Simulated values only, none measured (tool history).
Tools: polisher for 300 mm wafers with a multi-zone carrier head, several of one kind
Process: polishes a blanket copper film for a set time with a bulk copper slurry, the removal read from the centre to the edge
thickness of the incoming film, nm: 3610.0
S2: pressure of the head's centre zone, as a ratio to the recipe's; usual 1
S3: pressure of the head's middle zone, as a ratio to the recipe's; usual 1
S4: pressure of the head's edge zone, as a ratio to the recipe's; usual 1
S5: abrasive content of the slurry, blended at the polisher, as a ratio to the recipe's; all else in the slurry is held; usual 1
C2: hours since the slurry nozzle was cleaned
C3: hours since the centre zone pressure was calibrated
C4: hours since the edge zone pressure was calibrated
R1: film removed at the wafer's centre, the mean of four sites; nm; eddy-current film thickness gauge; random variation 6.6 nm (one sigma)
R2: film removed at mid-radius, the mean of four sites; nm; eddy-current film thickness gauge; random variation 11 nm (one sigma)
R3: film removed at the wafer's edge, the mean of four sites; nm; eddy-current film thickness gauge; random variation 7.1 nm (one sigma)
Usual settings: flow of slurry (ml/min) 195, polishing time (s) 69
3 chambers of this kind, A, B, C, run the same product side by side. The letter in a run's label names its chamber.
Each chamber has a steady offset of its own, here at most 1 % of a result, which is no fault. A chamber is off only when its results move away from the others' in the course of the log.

run 1B hour=4.1 | flow_of_slurry_(ml/min)=195 S2=1 S3=1 S4=1 S5=1 polishing_time_(s)=69 | wafers_polished_on_this_pad=410 C2=12.5 C3=550.1 C4=291.2 | R1=781.92 R2=774.18 R3=785.14
-- hour=6.4 chamber C: edge zone pressure recalibrated
run 2A hour=9.2 | flow_of_slurry_(ml/min)=195 S2=1 S3=1 S4=1 S5=1 polishing_time_(s)=69 | wafers_polished_on_this_pad=228 C2=645.7 C3=393.5 C4=691 | R1=770.42 R2=763.34 R3=765.36
run 3C hour=13.5 | flow_of_slurry_(ml/min)=195 S2=1 S3=1 S4=1 S5=1 polishing_time_(s)=69 | wafers_polished_on_this_pad=281 C2=64.8 C3=830 C4=7.2 | R1=761.59 R2=773.9 R3=778.06
run 4A hour=16.3 | flow_of_slurry_(ml/min)=195 S2=1 S3=1 S4=1 S5=1 polishing_time_(s)=69 | wafers_polished_on_this_pad=280 C2=652.8 C3=400.6 C4=698.1 | R1=774.24 R2=780.26 R3=779.65
run 5B hour=20.5 | flow_of_slurry_(ml/min)=195 S2=1 S3=1 S4=1 S5=1 polishing_time_(s)=69 | wafers_polished_on_this_pad=529 C2=28.9 C3=566.5 C4=307.6 | R1=780.54 R2=778.29 R3=767.54
run 6C hour=24.2 | flow_of_slurry_(ml/min)=195 S2=1 S3=1 S4=1 S5=1 polishing_time_(s)=69 | wafers_polished_on_this_pad=359 C2=75.5 C3=840.7 C4=17.9 | R1=770.76 R2=785.21 R3=771.11
run 7B hour=28.3 | flow_of_slurry_(ml/min)=195 S2=1 S3=1 S4=1 S5=1 polishing_time_(s)=69 | wafers_polished_on_this_pad=586 C2=36.7 C3=574.3 C4=315.4 | R1=772.78 R2=786.9 R3=761.76
run 8A hour=31.1 | flow_of_slurry_(ml/min)=195 S2=1 S3=1 S4=1 S5=1 polishing_time_(s)=69 | wafers_polished_on_this_pad=388 C2=667.6 C3=415.4 C4=712.9 | R1=772.81 R2=758.63 R3=779.15
run 9C hour=34.6 | flow_of_slurry_(ml/min)=195 S2=1 S3=1 S4=1 S5=0.85 polishing_time_(s)=69 | wafers_polished_on_this_pad=435 C2=85.9 C3=851.1 C4=28.3 | R1=746.48 R2=753.04 R3=754.91
-- hour=35.4 chamber A: slurry nozzle cleaned
run 10A hour=37.5 | flow_of_slurry_(ml/min)=195 S2=1 S3=1 S4=1 S5=0.85 polishing_time_(s)=69 | wafers_polished_on_this_pad=435 C2=2.2 C3=421.8 C4=719.3 | R1=742.38 R2=752.32 R3=758.84
run 11C hour=40.9 | flow_of_slurry_(ml/min)=195 S2=1 S3=1 S4=1 S5=0.85 polishing_time_(s)=69 | wafers_polished_on_this_pad=481 C2=92.2 C3=857.4 C4=34.6 | R1=740.01 R2=752.28 R3=743
run 12B hour=44.9 | flow_of_slurry_(ml/min)=195 S2=1 S3=1 S4=1 S5=1 polishing_time_(s)=69 | wafers_polished_on_this_pad=707 C2=53.3 C3=590.9 C4=332 | R1=771.68 R2=750.66 R3=759.83
run 13B hour=49.4 | flow_of_slurry_(ml/min)=195 S2=1 S3=1 S4=1 S5=1 polishing_time_(s)=69 | wafers_polished_on_this_pad=740 C2=57.8 C3=595.4 C4=336.5 | R1=761.94 R2=766.3 R3=762.7
run 14A hour=54.5 | flow_of_slurry_(ml/min)=195 S2=1 S3=1 S4=1 S5=1 polishing_time_(s)=69 | wafers_polished_on_this_pad=558 C2=19.2 C3=438.8 C4=736.3 | R1=776.93 R2=776.03 R3=778.9
run 15C hour=58.4 | flow_of_slurry_(ml/min)=195 S2=1 S3=1 S4=1 S5=1 polishing_time_(s)=69 | wafers_polished_on_this_pad=608 C2=109.7 C3=874.9 C4=52.1 | R1=773.27 R2=781 R3=775.01
run 16C hour=60.8 | flow_of_slurry_(ml/min)=195 S2=1 S3=1 S4=1 S5=1 polishing_time_(s)=69 | wafers_polished_on_this_pad=626 C2=112.1 C3=877.3 C4=54.5 | R1=765.23 R2=796.72 R3=783.74
-- hour=64 chamber C: centre zone pressure recalibrated
run 17B hour=65.2 | flow_of_slurry_(ml/min)=195 S2=1 S3=1 S4=1 S5=1 polishing_time_(s)=69 | wafers_polished_on_this_pad=855 C2=73.6 C3=611.2 C4=352.3 | R1=761.48 R2=746.07 R3=742.69
run 18A hour=70.3 | flow_of_slurry_(ml/min)=195 S2=1 S3=1 S4=1 S5=1 polishing_time_(s)=69 | wafers_polished_on_this_pad=674 C2=35 C3=454.6 C4=752.1 | R1=776.01 R2=768.77 R3=793.01
run 19B hour=73.5 | flow_of_slurry_(ml/min)=195 S2=1 S3=1 S4=1 S5=1 polishing_time_(s)=69 | wafers_polished_on_this_pad=916 C2=81.9 C3=619.5 C4=360.6 | R1=744.05 R2=742.41 R3=744.53
-- hour=76.7 chamber A: worn pad replaced by a new one
run 20A hour=78.1 | flow_of_slurry_(ml/min)=195 S2=1 S3=1 S4=1 S5=1 polishing_time_(s)=69 | wafers_polished_on_this_pad=10 C2=42.8 C3=462.4 C4=759.9 | R1=778.22 R2=785.36 R3=778.65
run 21C hour=82.5 | flow_of_slurry_(ml/min)=195 S2=1 S3=1 S4=1 S5=1 polishing_time_(s)=69 | wafers_polished_on_this_pad=784 C2=133.8 C3=18.5 C4=76.2 | R1=776.6 R2=792.71 R3=783.25
run 22B hour=87 | flow_of_slurry_(ml/min)=195 S2=1 S3=1 S4=1 S5=1 polishing_time_(s)=69 | wafers_polished_on_this_pad=1014 C2=95.4 C3=633 C4=374.1 | R1=722.14 R2=747.71 R3=738.8
run 23A hour=92.2 | flow_of_slurry_(ml/min)=195 S2=1 S3=1 S4=1 S5=1 polishing_time_(s)=69 | wafers_polished_on_this_pad=113 C2=56.9 C3=476.5 C4=774 | R1=784.79 R2=795.32 R3=782.4
run 24C hour=95.3 | flow_of_slurry_(ml/min)=175 S2=1 S3=1 S4=1.04 S5=1 polishing_time_(s)=69 | wafers_polished_on_this_pad=877 C2=146.6 C3=31.3 C4=89 | R1=768.12 R2=763.65 R3=784.34
run 25B hour=98.2 | flow_of_slurry_(ml/min)=175 S2=1 S3=1 S4=1.04 S5=1 polishing_time_(s)=69 | wafers_polished_on_this_pad=1096 C2=106.6 C3=644.2 C4=385.3 | R1=716.39 R2=724.98 R3=728.6
run 26C hour=100.8 | flow_of_slurry_(ml/min)=175 S2=1 S3=1 S4=1.04 S5=1 polishing_time_(s)=69 | wafers_polished_on_this_pad=917 C2=152.1 C3=36.8 C4=94.5 | R1=766.67 R2=776.59 R3=778.06
run 27A hour=103.9 | flow_of_slurry_(ml/min)=195 S2=1 S3=1 S4=1 S5=1.15 polishing_time_(s)=85 | wafers_polished_on_this_pad=198 C2=68.6 C3=488.2 C4=785.7 | R1=983.51 R2=1013.1 R3=998.99
run 28B hour=106.6 | flow_of_slurry_(ml/min)=195 S2=1 S3=1 S4=1 S5=1.15 polishing_time_(s)=85 | wafers_polished_on_this_pad=1157 C2=115 C3=652.6 C4=393.7 | R1=909.79 R2=918.34 R3=917.33
run 29C hour=110 | flow_of_slurry_(ml/min)=195 S2=1 S3=1 S4=1 S5=1.15 polishing_time_(s)=85 | wafers_polished_on_this_pad=984 C2=161.3 C3=46 C4=103.7 | R1=993.83 R2=996.65 R3=993.04
run 30A hour=113.9 | flow_of_slurry_(ml/min)=195 S2=1 S3=1 S4=1 S5=1 polishing_time_(s)=69 | wafers_polished_on_this_pad=271 C2=78.6 C3=498.2 C4=795.7 | R1=774.15 R2=782.42 R3=778.12
run 31C hour=117.5 | flow_of_slurry_(ml/min)=195 S2=1 S3=1 S4=1 S5=1 polishing_time_(s)=69 | wafers_polished_on_this_pad=1039 C2=168.8 C3=53.5 C4=111.2 | R1=790.36 R2=764.73 R3=761.98
run 32B hour=122 | flow_of_slurry_(ml/min)=195 S2=1 S3=1 S4=1 S5=1 polishing_time_(s)=69 | wafers_polished_on_this_pad=1269 C2=130.4 C3=668 C4=409.1 | R1=723.79 R2=724.46 R3=718.33
run 33A hour=125.4 | flow_of_slurry_(ml/min)=195 S2=1 S3=1 S4=1 S5=1 polishing_time_(s)=69 | wafers_polished_on_this_pad=355 C2=90.1 C3=509.7 C4=807.2 | R1=774.65 R2=768.56 R3=786.65
run 34B hour=128.8 | flow_of_slurry_(ml/min)=195 S2=1 S3=1 S4=1 S5=1 polishing_time_(s)=69 | wafers_polished_on_this_pad=1318 C2=137.2 C3=674.8 C4=415.9 | R1=714.54 R2=696.02 R3=711.5
run 35C hour=132.7 | flow_of_slurry_(ml/min)=195 S2=1 S3=1 S4=1 S5=1 polishing_time_(s)=69 | wafers_polished_on_this_pad=1150 C2=184 C3=68.7 C4=126.4 | R1=773.98 R2=783.81 R3=780.64
run 36A hour=135.7 | flow_of_slurry_(ml/min)=195 S2=1 S3=1 S4=1 S5=1 polishing_time_(s)=69 | wafers_polished_on_this_pad=430 C2=100.4 C3=520 C4=817.5 | R1=778.56 R2=780.87 R3=799.52

What goes on in this fleet: one chamber off, a drifting gauge, or nothing beyond the chambers' own small offsets? Name the chamber and the cause, if any.

Chamber B drifts away from the others.
Cause: removal rate lost through wear of the pad, % = 9.09.
The log may not tell that from: slurry flow missing at the pad, %.

Here are 4 candidates for chamber B's next run, each the usual settings with a change, their results left as question marks. Which one brings its results back in line with what the others give on the usual settings?
In line means no further than this from the other chambers' mean on the usual settings: R1 23 nm; R2 40 nm; R3 25 nm
run 37B-1 hour=139.5 | flow_of_slurry_(ml/min)=195 S2=1 S3=1 S4=1.01 S5=1 polishing_time_(s)=75 | R1=? R2=? R3=?
run 37B-2 hour=139.5 | flow_of_slurry_(ml/min)=195 S2=1 S3=1 S4=1 S5=1 polishing_time_(s)=67 | R1=? R2=? R3=?
run 37B-3 hour=139.5 | flow_of_slurry_(ml/min)=195 S2=1 S3=1 S4=1 S5=1 polishing_time_(s)=71 | R1=? R2=? R3=?
run 37B-4 hour=139.5 | flow_of_slurry_(ml/min)=195 S2=1 S3=1 S4=0.99 S5=1 polishing_time_(s)=63 | R1=? R2=? R3=?

The other chambers' mean on the usual settings: R1 777.29 nm; R2 780.25 nm; R3 778.03 nm
run=37B-1 R1=768.54 R2=769.35 R3=766.8
run=37B-2 R1=686.56 R2=687.3 R3=681.46
run=37B-3 R1=727.55 R2=728.33 R3=722.15
run=37B-4 R1=645.57 R2=646.28 R3=637.44
37B-1 brings the chamber back in line.

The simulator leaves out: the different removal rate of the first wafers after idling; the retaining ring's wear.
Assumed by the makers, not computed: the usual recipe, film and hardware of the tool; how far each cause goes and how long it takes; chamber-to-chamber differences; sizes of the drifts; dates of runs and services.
